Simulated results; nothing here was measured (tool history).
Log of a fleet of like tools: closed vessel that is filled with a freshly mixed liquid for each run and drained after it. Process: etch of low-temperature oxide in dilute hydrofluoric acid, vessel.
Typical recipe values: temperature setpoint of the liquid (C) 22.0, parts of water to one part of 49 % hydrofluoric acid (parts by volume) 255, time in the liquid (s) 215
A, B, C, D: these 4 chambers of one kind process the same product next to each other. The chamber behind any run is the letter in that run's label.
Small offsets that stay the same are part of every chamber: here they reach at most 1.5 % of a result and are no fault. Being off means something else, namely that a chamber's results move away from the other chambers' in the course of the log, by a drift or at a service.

run,hour,temperature setpoint of the liquid (C),parts of water to one part of 49 % hydrofluoric acid (parts by volume),time in the liquid (s),hours since the thermometer was replaced,hours since the hydrofluoric acid flow meter was replaced,"read-back film thickness of the low-temperature oxide reference wafer, read on the same gauge (nm)",thickness taken off the low-temperature oxide on a monitor wafer (nm)
1C,3.8,22.0,255,215,1492.3,468.0,90.018,6.9898
2D,6.5,22.0,255,215,419.1,340.5,89.989,7.0918
3B,8.9,22.0,255,215,1074.8,442.1,89.990,7.0349
4A,12.4,22.0,255,215,1236.7,1181.6,89.989,7.0891
5A,16.3,22.0,255,215,1240.6,1185.5,89.996,7.0703
6C,19.5,22.0,255,215,1508.0,483.7,89.999,6.8655
7D,21.8,22.0,255,215,434.4,355.8,90.005,6.9210
8B,25.2,22.0,255,215,1091.1,458.4,89.991,6.9368
9A,27.9,22.0,255,215,1252.2,1197.1,90.014,7.0896
10B,29.9,22.0,255,215,1095.8,463.1,89.994,6.9318
11D,32.6,22.0,255,215,445.2,366.6,90.011,6.9563
12C,36.4,22.0,255,215,1524.9,500.6,89.997,6.9128
13C,40.7,22.0,255,215,1529.2,504.9,89.998,6.8011
14B,43.3,22.0,255,215,1109.2,476.5,89.988,7.0683
15D,47.7,22.0,255,215,460.3,381.7,89.991,6.9170
16A,51.8,22.0,255,215,1276.1,1221.0,90.003,7.0061
17A,54.0,25.0,255,295,1278.3,1223.2,90.006,10.7040
18C,57.0,25.0,255,295,1545.5,521.2,90.013,10.0340
19B,59.1,25.0,255,295,1125.0,492.3,89.990,10.5130
20D,61.2,25.0,255,295,473.8,395.2,89.982,10.6520
21C,65.7,22.0,255,215,1554.2,529.9,89.993,6.6305
22A,69.9,22.0,255,215,1294.2,1239.1,89.997,6.9719
23B,74.2,19.5,255,215,1140.1,507.4,89.996,6.3637
24D,78.0,19.5,255,215,490.6,412.0,89.991,6.2408
25B,82.1,19.5,255,215,1148.0,515.3,90.001,6.3751

Is one chamber off against the others, does the gauge drift, or is nothing wrong? If a chamber is off, say which, and what the likeliest cause is.

Little by little, chamber C moves away from the other chambers.
What lies behind it: hydrofluoric acid flow below the setpoint (%) = 6.6.
It could be hard to tell apart here from: liquid colder than its thermometer reads (K).

Chamber C could run next with any of the 4 candidate recipes listed below; each alters the usual settings, and their results appear as question marks. Which one brings its results back in line with what the other chambers deliver on the usual settings?
Allowed miss from the other chambers' usual-settings mean, per result, to count as in line: thickness taken off the low-temperature oxide on a monitor wafer (nm) 0.2000
26C-1,85.4,22.0,270,200,,,,?
26C-2,85.4,22.5,230,215,,,,?
26C-3,85.4,22.0,245,225,,,,?
26C-4,85.4,22.0,265,205,,,,?

Mean of the other chambers on the usual settings: thickness taken off the low-temperature oxide on a monitor wafer (nm) 6.9866
run,thickness taken off the low-temperature oxide on a monitor wafer (nm)
26C-1,5.5479
26C-2,7.4079
26C-3,7.0435
26C-4,5.8214
26C-3 puts the chamber back in line with the other chambers.

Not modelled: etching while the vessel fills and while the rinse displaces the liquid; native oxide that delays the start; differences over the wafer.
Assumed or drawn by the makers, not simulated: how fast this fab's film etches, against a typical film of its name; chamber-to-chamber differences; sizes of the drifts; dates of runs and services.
